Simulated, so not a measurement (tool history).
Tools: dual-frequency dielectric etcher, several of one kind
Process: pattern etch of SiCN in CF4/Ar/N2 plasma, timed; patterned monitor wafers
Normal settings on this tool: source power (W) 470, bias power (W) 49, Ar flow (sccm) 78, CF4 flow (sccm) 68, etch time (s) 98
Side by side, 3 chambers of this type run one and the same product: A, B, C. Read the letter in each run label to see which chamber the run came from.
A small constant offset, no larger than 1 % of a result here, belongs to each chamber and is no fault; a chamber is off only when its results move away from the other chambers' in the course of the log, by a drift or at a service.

run,hour,source power (W),bias power (W),Ar flow (sccm),CF4 flow (sccm),etch time (s),hours since the last wet clean,hours since the last source power generator calibration,hours since the last bias power generator calibration,hours since the last Ar flow controller change,hours since the last CF4 flow controller change,"read-back reference wafer on the same gauge, depth_nm",mean etch depth across the wafer (angstrom)
1A,6.1,470,49,78,68,98,247.9,3179.5,2831.5,753.2,583.5,70.646,795.61
2B,10.3,470,49,78,68,98,321.4,2083.5,2226.6,778.4,856.5,70.644,802.94
3C,16.5,470,49,78,68,98,177.0,3576.1,1814.0,1382.2,520.9,70.578,795.20
4C,20.2,470,49,78,68,98,180.7,3579.8,1817.7,1385.9,524.6,70.610,798.95
5A,27.0,470,49,78,68,98,268.8,3200.4,2852.4,774.1,604.4,70.620,801.43
6B,32.1,470,49,78,68,98,343.2,2105.3,2248.4,800.2,878.3,70.594,799.19
7B,37.3,470,49,78,68,98,348.4,2110.5,2253.6,805.4,883.5,70.595,797.91
# hour 42.0: chamber B: wet clean of the chamber
8C,43.8,470,49,78,68,98,204.3,3603.4,1841.3,1409.5,548.2,70.570,796.91
9A,50.7,470,49,78,68,98,292.5,3224.1,2876.1,797.8,628.1,70.587,792.19
10C,55.5,470,49,78,68,98,216.0,3615.1,1853.0,1421.2,559.9,70.615,792.89
11A,62.2,470,49,78,68,85,304.0,3235.6,2887.6,809.3,639.6,70.509,691.35
12B,68.0,470,49,78,68,85,26.1,2141.2,2284.3,836.1,914.2,70.652,695.80
13B,72.6,470,49,78,68,85,30.7,2145.8,2288.9,840.7,918.8,70.602,692.19
14C,79.7,470,49,78,68,98,240.2,3639.3,1877.2,1445.4,584.1,70.676,791.20
15A,85.5,470,49,78,68,98,327.3,3258.9,2910.9,832.6,662.9,70.579,792.88
16C,91.1,470,49,78,68,98,251.6,3650.7,1888.6,1456.8,595.5,70.547,792.52
17B,98.4,470,49,78,68,98,56.5,2171.6,2314.7,866.5,944.6,70.598,805.48
18A,102.0,470,49,78,68,98,343.8,3275.4,2927.4,849.1,679.4,70.631,793.75
19B,108.4,470,49,78,68,98,66.5,2181.6,2324.7,876.5,954.6,70.631,797.26
20A,112.0,470,49,78,68,98,353.8,3285.4,2937.4,859.1,689.4,70.600,795.53
21C,115.5,470,49,78,68,98,276.0,3675.1,1913.0,1481.2,619.9,70.602,793.93
22A,121.9,470,49,78,68,98,363.7,3295.3,2947.3,869.0,699.3,70.605,796.01
23B,128.1,470,49,78,68,98,86.2,2201.3,2344.4,896.2,974.3,70.582,789.92
24C,134.9,470,49,78,68,98,295.4,3694.5,1932.4,1500.6,639.3,70.658,793.82
25A,138.5,470,49,78,68,98,380.3,3311.9,2963.9,885.6,715.9,70.558,794.94
26B,144.0,470,49,78,68,98,102.1,2217.2,2360.3,912.1,990.2,70.552,795.09

All 3 chambers run these settings next. Forecast each chamber's results:
27A,149.7,470,49,78,68,125,,,,,,,?
27B,149.7,470,49,78,68,125,,,,,,,?
27C,149.7,470,49,78,68,125,,,,,,,?

run,mean etch depth across the wafer (angstrom)
27A,1014.00
27B,1016.40
27C,1017.50
